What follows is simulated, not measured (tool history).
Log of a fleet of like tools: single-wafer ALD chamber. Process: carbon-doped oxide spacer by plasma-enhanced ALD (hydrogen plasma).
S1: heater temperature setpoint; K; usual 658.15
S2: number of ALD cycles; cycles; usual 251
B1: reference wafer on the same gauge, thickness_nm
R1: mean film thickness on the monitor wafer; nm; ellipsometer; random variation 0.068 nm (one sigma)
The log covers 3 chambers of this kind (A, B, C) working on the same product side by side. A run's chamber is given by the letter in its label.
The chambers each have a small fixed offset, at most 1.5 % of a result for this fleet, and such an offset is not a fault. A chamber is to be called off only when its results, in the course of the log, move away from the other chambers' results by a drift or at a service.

run,hour,S1,S2,B1,R1
1B,13.5,658.15,251,11.506,12.76
2A,23.6,658.15,251,11.513,12.575
3C,38.9,658.15,251,11.498,12.653
4A,55.1,658.15,251,11.494,12.551
5B,68.1,658.15,251,11.504,12.719
6C,79,658.15,251,11.493,12.719
7C,92.4,658.15,251,11.495,12.737
8B,108.2,658.15,251,11.51,12.714
9A,119.8,658.15,251,11.504,12.571
10A,131,658.15,251,11.5,12.656
11B,142,658.15,251,11.491,12.705
# hour 149.7: chamber A: thermocouple changed; heater temperature recalibrated
12C,153.9,658.15,251,11.503,12.624
13A,169.9,658.15,251,11.492,12.64
14B,179.6,658.15,251,11.507,12.793
15C,186.9,658.15,251,11.498,12.794
16C,195.4,658.15,251,11.495,12.693
17B,203.4,658.15,251,11.522,12.62
18A,217,644.15,281,11.503,14.142
19B,232.2,644.15,281,11.502,14.18
20C,239.5,644.15,281,11.501,14.206
21A,250.9,658.15,251,11.507,12.626

Is one chamber out of step, is the gauge drifting, or do the chambers differ by no more than their own small offsets? For an off chamber, give its letter and the likeliest cause.

Beyond each chamber's small constant offset nothing stands out, and the gauge stays steady.
